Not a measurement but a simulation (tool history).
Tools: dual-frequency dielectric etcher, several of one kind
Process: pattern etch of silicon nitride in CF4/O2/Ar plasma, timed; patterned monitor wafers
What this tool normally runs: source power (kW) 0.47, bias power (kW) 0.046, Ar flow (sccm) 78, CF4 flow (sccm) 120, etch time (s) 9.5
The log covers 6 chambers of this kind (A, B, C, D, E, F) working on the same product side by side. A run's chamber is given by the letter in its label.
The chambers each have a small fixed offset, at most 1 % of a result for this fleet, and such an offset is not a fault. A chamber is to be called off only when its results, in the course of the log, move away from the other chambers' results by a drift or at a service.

| run | hour | source power (kW) | bias power (kW) | Ar flow (sccm) | CF4 flow (sccm) | etch time (s) | hours since the last wet clean | hours since the last source power generator calibration | hours since the last bias power generator calibration | hours since the last Ar flow controller change | hours since the last CF4 flow controller change | read-back reference wafer on the same gauge, depth_nm | mean etch depth across the wafer (nm) |
|---|---|---|---|---|---|---|---|---|---|---|---|---|---|
| 1D | 7.7 | 0.47 | 0.046 | 78 | 120 | 9.5 | 327.5 | 1627.7 | 806.3 | 2995.8 | 1403.8 | 14.699 | 17.481 |
|  | 10.1 | chamber B: wet clean of the chamber |
| 2B | 20.4 | 0.47 | 0.046 | 78 | 120 | 9.5 | 10.4 | 2377.8 | 2112.1 | 2505.2 | 948.1 | 14.707 | 17.307 |
|  | 22.4 | chamber D: Ar flow controller replaced |
| 3F | 27.7 | 0.47 | 0.046 | 78 | 120 | 9.5 | 528.1 | 2356.6 | 1004.9 | 2054.9 | 3582.6 | 14.714 | 17.485 |
| 4A | 34.6 | 0.47 | 0.046 | 78 | 120 | 9.5 | 38.8 | 987.3 | 1256.2 | 1416.2 | 2645.4 | 14.682 | 17.435 |
| 5E | 41.3 | 0.47 | 0.046 | 78 | 120 | 9.5 | 359.1 | 3784.9 | 1424.1 | 2858.6 | 1535 | 14.706 | 17.535 |
| 6C | 55.4 | 0.47 | 0.046 | 78 | 120 | 9.5 | 240.2 | 3290.3 | 1396.5 | 1248.1 | 1603.1 | 14.693 | 17.664 |
| 7B | 62.5 | 0.47 | 0.046 | 78 | 120 | 9.5 | 52.5 | 2419.9 | 2154.2 | 2547.3 | 990.2 | 14.705 | 17.35 |
| 8A | 76.2 | 0.47 | 0.046 | 78 | 120 | 9.5 | 80.4 | 1028.9 | 1297.8 | 1457.8 | 2687 | 14.7 | 17.277 |
| 9D | 89.7 | 0.47 | 0.046 | 78 | 120 | 9.5 | 409.5 | 1709.7 | 888.3 | 67.3 | 1485.8 | 14.709 | 17.5 |
|  | 91.7 | chamber D: wet clean of the chamber |
| 10C | 100.8 | 0.47 | 0.046 | 78 | 120 | 9.5 | 285.6 | 3335.7 | 1441.9 | 1293.5 | 1648.5 | 14.714 | 17.51 |
| 11E | 111.1 | 0.36 | 0.046 | 78 | 120 | 6.5 | 428.9 | 3854.7 | 1493.9 | 2928.4 | 1604.8 | 14.696 | 9.4151 |
| 12F | 124.7 | 0.36 | 0.046 | 78 | 120 | 6.5 | 625.1 | 2453.6 | 1101.9 | 2151.9 | 3679.6 | 14.712 | 9.4142 |
| 13B | 137.6 | 0.36 | 0.046 | 78 | 120 | 6.5 | 127.6 | 2495 | 2229.3 | 2622.4 | 1065.3 | 14.727 | 9.4128 |
|  | 140.2 | chamber F: wet clean of the chamber |
| 14F | 148.1 | 0.36 | 0.046 | 78 | 120 | 6.5 | 8 | 2477 | 1125.3 | 2175.3 | 3703 | 14.693 | 9.4067 |
| 15C | 161.1 | 0.36 | 0.046 | 78 | 120 | 6.5 | 345.9 | 3396 | 1502.2 | 1353.8 | 1708.8 | 14.708 | 9.5504 |
| 16E | 173.6 | 0.36 | 0.046 | 78 | 120 | 6.5 | 491.4 | 3917.2 | 1556.4 | 2990.9 | 1667.3 | 14.699 | 9.4123 |
| 17A | 182.9 | 0.47 | 0.046 | 78 | 120 | 9.5 | 187.1 | 1135.6 | 1404.5 | 1564.5 | 2793.7 | 14.699 | 17.509 |
| 18D | 192.7 | 0.47 | 0.046 | 78 | 120 | 9.5 | 101 | 1812.7 | 991.3 | 170.3 | 1588.8 | 14.682 | 17.422 |
| 19F | 205.4 | 0.47 | 0.046 | 78 | 120 | 9.5 | 65.3 | 2534.3 | 1182.6 | 2232.6 | 3760.3 | 14.694 | 17.388 |
| 20C | 211.9 | 0.47 | 0.046 | 78 | 120 | 9.5 | 396.7 | 3446.8 | 1553 | 1404.6 | 1759.6 | 14.705 | 17.75 |
| 21E | 218.5 | 0.47 | 0.046 | 78 | 120 | 9.5 | 536.3 | 3962.1 | 1601.3 | 3035.8 | 1712.2 | 14.691 | 17.377 |
| 22B | 230 | 0.47 | 0.046 | 78 | 120 | 9.5 | 220 | 2587.4 | 2321.7 | 2714.8 | 1157.7 | 14.681 | 17.73 |
|  | 236.1 | chamber E: wet clean of the chamber |
| 23A | 238.2 | 0.42 | 0.046 | 78 | 120 | 9.5 | 242.4 | 1190.9 | 1459.8 | 1619.8 | 2849 | 14.714 | 15.802 |
| 24D | 249.7 | 0.42 | 0.046 | 78 | 120 | 9.5 | 158 | 1869.7 | 1048.3 | 227.3 | 1645.8 | 14.704 | 15.639 |
| 25E | 257 | 0.42 | 0.046 | 78 | 120 | 9.5 | 20.9 | 4000.6 | 1639.8 | 3074.3 | 1750.7 | 14.729 | 15.747 |
| 26D | 265.2 | 0.42 | 0.046 | 78 | 120 | 9.5 | 173.5 | 1885.2 | 1063.8 | 242.8 | 1661.3 | 14.696 | 15.757 |
| 27C | 273.4 | 0.42 | 0.046 | 78 | 120 | 9.5 | 458.2 | 3508.3 | 1614.5 | 1466.1 | 1821.1 | 14.699 | 16.019 |
| 28F | 281.3 | 0.42 | 0.046 | 78 | 120 | 9.5 | 141.2 | 2610.2 | 1258.5 | 2308.5 | 3836.2 | 14.704 | 15.734 |
| 29B | 290.2 | 0.47 | 0.046 | 78 | 120 | 9.5 | 280.2 | 2647.6 | 2381.9 | 2775 | 1217.9 | 14.721 | 18.005 |
| 30A | 298.4 | 0.47 | 0.046 | 78 | 120 | 9.5 | 302.6 | 1251.1 | 1520 | 1680 | 2909.2 | 14.698 | 17.378 |
| 31E | 310.2 | 0.47 | 0.046 | 78 | 120 | 9.5 | 74.1 | 4053.8 | 1693 | 3127.5 | 1803.9 | 14.692 | 17.518 |
| 32D | 320.6 | 0.47 | 0.046 | 78 | 120 | 9.5 | 228.9 | 1940.6 | 1119.2 | 298.2 | 1716.7 | 14.71 | 17.392 |
| 33C | 328.9 | 0.47 | 0.046 | 78 | 120 | 9.5 | 513.7 | 3563.8 | 1670 | 1521.6 | 1876.6 | 14.67 | 17.572 |
| 34B | 341.7 | 0.47 | 0.046 | 78 | 120 | 9.5 | 331.7 | 2699.1 | 2433.4 | 2826.5 | 1269.4 | 14.702 | 17.986 |
|  | 342.2 | chamber A: wet clean of the chamber |
| 35F | 351.9 | 0.47 | 0.046 | 78 | 120 | 9.5 | 211.8 | 2680.8 | 1329.1 | 2379.1 | 3906.8 | 14.689 | 17.366 |
| 36A | 358.3 | 0.47 | 0.046 | 78 | 120 | 9.5 | 16.2 | 1311 | 1579.9 | 1739.9 | 2969.1 | 14.694 | 17.631 |

One chamber off, gauge drift, or nothing amiss beyond the chambers' own small offsets? If it is a chamber, which one, and what is the likeliest cause?

It is chamber B that slowly wanders off from its peers.
Most likely cause: source power that arrives over what is set, % = 4.46.
The log may not tell that from: etch rate over this chamber's usual, %.

Chamber B could run next with any of the 4 candidate recipes listed below; each alters the usual settings, and their results appear as question marks. Which one brings its results back in line with what the other chambers deliver on the usual settings?
Allowed miss from the other chambers' usual-settings mean, per result, to count as in line: mean etch depth across the wafer (nm) 0.35
| 37B-1 | 368.7 | 0.46 | 0.046 | 78 | 120 | 9 |  |  |  |  |  |  | ? |
| 37B-2 | 368.7 | 0.5 | 0.047 | 77 | 121 | 9.5 |  |  |  |  |  |  | ? |
| 37B-3 | 368.7 | 0.47 | 0.046 | 53 | 120 | 9.5 |  |  |  |  |  |  | ? |
| 37B-4 | 368.7 | 0.47 | 0.041 | 78 | 120 | 9.5 |  |  |  |  |  |  | ? |

Other chambers, usual settings, mean: mean etch depth across the wafer (nm) 17.458
| run | mean etch depth across the wafer (nm) |
|---|---|
| 37B-1 | 16.802 |
| 37B-2 | 19.27 |
| 37B-3 | 18.761 |
| 37B-4 | 17.371 |
37B-4 brings the chamber back in line.
